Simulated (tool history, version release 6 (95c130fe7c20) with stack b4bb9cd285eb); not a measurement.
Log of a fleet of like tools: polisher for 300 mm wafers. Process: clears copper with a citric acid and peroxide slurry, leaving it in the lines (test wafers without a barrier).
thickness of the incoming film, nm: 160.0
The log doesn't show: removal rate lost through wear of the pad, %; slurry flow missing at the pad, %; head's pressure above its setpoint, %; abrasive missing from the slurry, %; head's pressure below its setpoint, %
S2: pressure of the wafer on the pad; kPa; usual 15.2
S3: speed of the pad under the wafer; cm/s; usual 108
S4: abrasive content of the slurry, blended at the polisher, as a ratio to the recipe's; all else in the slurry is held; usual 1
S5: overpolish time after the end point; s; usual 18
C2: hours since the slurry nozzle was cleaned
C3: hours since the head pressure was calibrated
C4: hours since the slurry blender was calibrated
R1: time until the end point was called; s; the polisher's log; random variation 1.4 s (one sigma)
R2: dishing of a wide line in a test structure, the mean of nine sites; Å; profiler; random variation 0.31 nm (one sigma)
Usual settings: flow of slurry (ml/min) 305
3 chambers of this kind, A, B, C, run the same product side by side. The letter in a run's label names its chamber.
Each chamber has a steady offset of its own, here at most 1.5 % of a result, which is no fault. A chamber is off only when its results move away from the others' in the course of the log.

{"run": "1C", "hour": 13.9, "flow of slurry (ml/min)": 305, "S2": 15.2, "S3": 108, "S4": 1, "S5": 18, "wafers polished on this pad": 174, "C2": 205.9, "C3": 428.9, "C4": 207.6, "R1": 109.05, "R2": 195.33}
{"run": "2B", "hour": 27.3, "flow of slurry (ml/min)": 305, "S2": 15.2, "S3": 108, "S4": 1, "S5": 18, "wafers polished on this pad": 482, "C2": 253.2, "C3": 727, "C4": 249.8, "R1": 111.27, "R2": 197.69}
{"hour": 38.3, "done": "chamber A: slurry blender recalibrated"}
{"hour": 40.0, "done": "chamber A: slurry nozzle cleaned"}
{"run": "3A", "hour": 40.5, "flow of slurry (ml/min)": 305, "S2": 15.2, "S3": 108, "S4": 1, "S5": 18, "wafers polished on this pad": 341, "C2": 0.5, "C3": 372.1, "C4": 2.2, "R1": 112.89, "R2": 191.5}
{"run": "4C", "hour": 48.6, "flow of slurry (ml/min)": 305, "S2": 15.2, "S3": 108, "S4": 1, "S5": 18, "wafers polished on this pad": 415, "C2": 240.6, "C3": 463.6, "C4": 242.3, "R1": 110.81, "R2": 201.64}
{"hour": 58.3, "done": "chamber A: worn pad replaced by a new one"}
{"run": "5A", "hour": 58.5, "flow of slurry (ml/min)": 305, "S2": 15.2, "S3": 108, "S4": 1, "S5": 18, "wafers polished on this pad": 1, "C2": 18.5, "C3": 390.1, "C4": 20.2, "R1": 112.13, "R2": 195.55}
{"hour": 61.2, "done": "chamber B: slurry blender recalibrated"}
{"hour": 63.3, "done": "chamber C: worn pad replaced by a new one"}
{"run": "6B", "hour": 69.1, "flow of slurry (ml/min)": 305, "S2": 15.2, "S3": 108, "S4": 1, "S5": 18, "wafers polished on this pad": 772, "C2": 295, "C3": 768.8, "C4": 8, "R1": 111.58, "R2": 198.36}
{"run": "7A", "hour": 77.1, "flow of slurry (ml/min)": 305, "S2": 15.2, "S3": 108, "S4": 1, "S5": 18, "wafers polished on this pad": 130, "C2": 37.1, "C3": 408.7, "C4": 38.8, "R1": 109.82, "R2": 189.86}
{"hour": 77.4, "done": "chamber B: head pressure recalibrated"}
{"run": "8B", "hour": 84.6, "flow of slurry (ml/min)": 305, "S2": 15.2, "S3": 108, "S4": 1, "S5": 18, "wafers polished on this pad": 879, "C2": 310.5, "C3": 7.2, "C4": 23.5, "R1": 110.59, "R2": 200.29}
{"run": "9C", "hour": 93.5, "flow of slurry (ml/min)": 305, "S2": 15.2, "S3": 108, "S4": 1, "S5": 18, "wafers polished on this pad": 209, "C2": 285.5, "C3": 508.5, "C4": 287.2, "R1": 111.6, "R2": 198.79}
{"run": "10B", "hour": 102.0, "flow of slurry (ml/min)": 305, "S2": 15.2, "S3": 134, "S4": 0.7, "S5": 18, "wafers polished on this pad": 1000, "C2": 327.9, "C3": 24.6, "C4": 40.9, "R1": 96.851, "R2": 224.43}
{"run": "11A", "hour": 109.1, "flow of slurry (ml/min)": 305, "S2": 15.2, "S3": 134, "S4": 0.7, "S5": 18, "wafers polished on this pad": 352, "C2": 69.1, "C3": 440.7, "C4": 70.8, "R1": 96.896, "R2": 210.29}
{"run": "12C", "hour": 116.3, "flow of slurry (ml/min)": 305, "S2": 15.2, "S3": 134, "S4": 0.7, "S5": 18, "wafers polished on this pad": 367, "C2": 308.3, "C3": 531.3, "C4": 310, "R1": 95.929, "R2": 218.71}
{"run": "13B", "hour": 127.7, "flow of slurry (ml/min)": 305, "S2": 11, "S3": 108, "S4": 1, "S5": 22, "wafers polished on this pad": 1178, "C2": 353.6, "C3": 50.3, "C4": 66.6, "R1": 148.97, "R2": 179.02}
{"hour": 130.6, "done": "chamber C: worn pad replaced by a new one"}
{"hour": 135.3, "done": "chamber A: worn pad replaced by a new one"}
{"hour": 136.2, "done": "chamber C: slurry blender recalibrated"}
{"run": "14C", "hour": 141.0, "flow of slurry (ml/min)": 305, "S2": 11, "S3": 108, "S4": 1, "S5": 22, "wafers polished on this pad": 72, "C2": 333, "C3": 556, "C4": 4.9, "R1": 148.95, "R2": 178.3}
{"run": "15A", "hour": 154.5, "flow of slurry (ml/min)": 305, "S2": 11, "S3": 108, "S4": 1, "S5": 22, "wafers polished on this pad": 133, "C2": 114.5, "C3": 486.1, "C4": 116.2, "R1": 149.6, "R2": 170.54}
{"run": "16A", "hour": 165.9, "flow of slurry (ml/min)": 305, "S2": 15.2, "S3": 108, "S4": 1, "S5": 18, "wafers polished on this pad": 212, "C2": 125.9, "C3": 497.5, "C4": 127.6, "R1": 109.07, "R2": 197.09}
{"run": "17B", "hour": 173.5, "flow of slurry (ml/min)": 305, "S2": 15.2, "S3": 108, "S4": 1.1, "S5": 18, "wafers polished on this pad": 1495, "C2": 399.4, "C3": 96.1, "C4": 112.4, "R1": 112.45, "R2": 195.48}
{"run": "18C", "hour": 180.4, "flow of slurry (ml/min)": 305, "S2": 15.2, "S3": 108, "S4": 1.1, "S5": 18, "wafers polished on this pad": 345, "C2": 372.4, "C3": 595.4, "C4": 44.3, "R1": 105.88, "R2": 196.64}
{"run": "19C", "hour": 190.2, "flow of slurry (ml/min)": 305, "S2": 15.2, "S3": 108, "S4": 1.1, "S5": 18, "wafers polished on this pad": 413, "C2": 382.2, "C3": 605.2, "C4": 54.1, "R1": 105.55, "R2": 208.07}
{"run": "20B", "hour": 202.8, "flow of slurry (ml/min)": 305, "S2": 15.2, "S3": 108, "S4": 1, "S5": 18, "wafers polished on this pad": 1698, "C2": 428.7, "C3": 125.4, "C4": 141.7, "R1": 111.62, "R2": 199.6}
{"hour": 210.9, "done": "chamber A: worn pad replaced by a new one"}
{"hour": 212.1, "done": "chamber C: worn pad replaced by a new one"}
{"run": "21A", "hour": 215.7, "flow of slurry (ml/min)": 305, "S2": 10.3, "S3": 108, "S4": 1, "S5": 18, "wafers polished on this pad": 33, "C2": 175.7, "C3": 547.3, "C4": 177.4, "R1": 159.68, "R2": 139.44}
{"run": "22A", "hour": 223.5, "flow of slurry (ml/min)": 305, "S2": 10.3, "S3": 108, "S4": 1, "S5": 18, "wafers polished on this pad": 87, "C2": 183.5, "C3": 555.1, "C4": 185.2, "R1": 157.09, "R2": 137.03}
{"run": "23C", "hour": 229.7, "flow of slurry (ml/min)": 305, "S2": 10.3, "S3": 108, "S4": 1, "S5": 18, "wafers polished on this pad": 122, "C2": 421.7, "C3": 644.7, "C4": 93.6, "R1": 157.89, "R2": 139.61}
{"run": "24B", "hour": 242.0, "flow of slurry (ml/min)": 305, "S2": 15.2, "S3": 108, "S4": 1, "S5": 18, "wafers polished on this pad": 1969, "C2": 467.9, "C3": 164.6, "C4": 180.9, "R1": 111.58, "R2": 188.43}
{"hour": 252.0, "done": "chamber C: head pressure recalibrated"}
{"run": "25A", "hour": 252.8, "flow of slurry (ml/min)": 305, "S2": 15.2, "S3": 108, "S4": 1, "S5": 18, "wafers polished on this pad": 290, "C2": 212.8, "C3": 584.4, "C4": 214.5, "R1": 112.57, "R2": 197.49}
{"run": "26C", "hour": 261.7, "flow of slurry (ml/min)": 305, "S2": 15.2, "S3": 108, "S4": 0.8, "S5": 22, "wafers polished on this pad": 344, "C2": 453.7, "C3": 9.8, "C4": 125.6, "R1": 117.22, "R2": 223.05}
{"run": "27B", "hour": 269.8, "flow of slurry (ml/min)": 305, "S2": 15.2, "S3": 108, "S4": 0.8, "S5": 22, "wafers polished on this pad": 2162, "C2": 495.7, "C3": 192.4, "C4": 208.7, "R1": 120.6, "R2": 209.61}
{"run": "28C", "hour": 278.8, "flow of slurry (ml/min)": 305, "S2": 15.2, "S3": 108, "S4": 0.8, "S5": 22, "wafers polished on this pad": 462, "C2": 470.8, "C3": 26.9, "C4": 142.7, "R1": 115.31, "R2": 219.99}
{"hour": 280.0, "done": "chamber C: worn pad replaced by a new one"}
{"hour": 281.0, "done": "chamber A: worn pad replaced by a new one"}
{"run": "29B", "hour": 289.1, "flow of slurry (ml/min)": 305, "S2": 15.2, "S3": 108, "S4": 1, "S5": 18, "wafers polished on this pad": 2296, "C2": 515, "C3": 211.7, "C4": 228, "R1": 115.6, "R2": 188.74}
{"hour": 299.0, "done": "chamber B: slurry blender recalibrated"}
{"run": "30A", "hour": 301.0, "flow of slurry (ml/min)": 305, "S2": 15.2, "S3": 108, "S4": 1, "S5": 18, "wafers polished on this pad": 138, "C2": 261, "C3": 632.6, "C4": 262.7, "R1": 111.16, "R2": 197.56}
{"run": "31A", "hour": 311.2, "flow of slurry (ml/min)": 305, "S2": 15.2, "S3": 108, "S4": 1, "S5": 18, "wafers polished on this pad": 209, "C2": 271.2, "C3": 642.8, "C4": 272.9, "R1": 108.98, "R2": 190.5}
{"hour": 312.5, "done": "chamber C: slurry nozzle cleaned"}
{"run": "32B", "hour": 321.6, "flow of slurry (ml/min)": 305, "S2": 15.2, "S3": 108, "S4": 1, "S5": 18, "wafers polished on this pad": 2521, "C2": 547.5, "C3": 244.2, "C4": 22.7, "R1": 120.41, "R2": 188.3}
{"run": "33C", "hour": 331.0, "flow of slurry (ml/min)": 305, "S2": 15.2, "S3": 108, "S4": 1, "S5": 18, "wafers polished on this pad": 353, "C2": 18.5, "C3": 79.1, "C4": 194.9, "R1": 111.34, "R2": 199.14}

What goes on in this fleet: one chamber off, a drifting gauge, or nothing beyond the chambers' own small offsets? Name the chamber and the cause, if any.

Chamber B drifts away from the others.
Cause: removal rate lost through wear of the pad, % = 8.1.
The log may not tell that from: head's pressure below its setpoint, %.

Here are 4 candidates for chamber B's next run, each the usual settings with a change, their results left as question marks. Which one brings its results back in line with what the others give on the usual settings?
In line means no further than this from the other chambers' mean on the usual settings: R1 4.9 s; R2 11 Å
{"run": "34B-1", "hour": 341.1, "flow of slurry (ml/min)": 305, "S2": 15.9, "S3": 112, "S4": 1, "S5": 18, "R1": "?", "R2": "?"}
{"run": "34B-2", "hour": 341.1, "flow of slurry (ml/min)": 305, "S2": 16.5, "S3": 118, "S4": 1, "S5": 17, "R1": "?", "R2": "?"}
{"run": "34B-3", "hour": 341.1, "flow of slurry (ml/min)": 305, "S2": 13.8, "S3": 98, "S4": 1, "S5": 19, "R1": "?", "R2": "?"}
{"run": "34B-4", "hour": 341.1, "flow of slurry (ml/min)": 305, "S2": 14.5, "S3": 104, "S4": 1, "S5": 18, "R1": "?", "R2": "?"}

The other chambers' mean on the usual settings: R1 110.65 s; R2 194.13 Å
run=34B-1 R1=111.29 R2=197.25
run=34B-2 R1=101.52 R2=203.95
run=34B-3 R1=144.77 R2=161.63
run=34B-4 R1=130.47 R2=169.59
34B-1 brings the chamber back in line.

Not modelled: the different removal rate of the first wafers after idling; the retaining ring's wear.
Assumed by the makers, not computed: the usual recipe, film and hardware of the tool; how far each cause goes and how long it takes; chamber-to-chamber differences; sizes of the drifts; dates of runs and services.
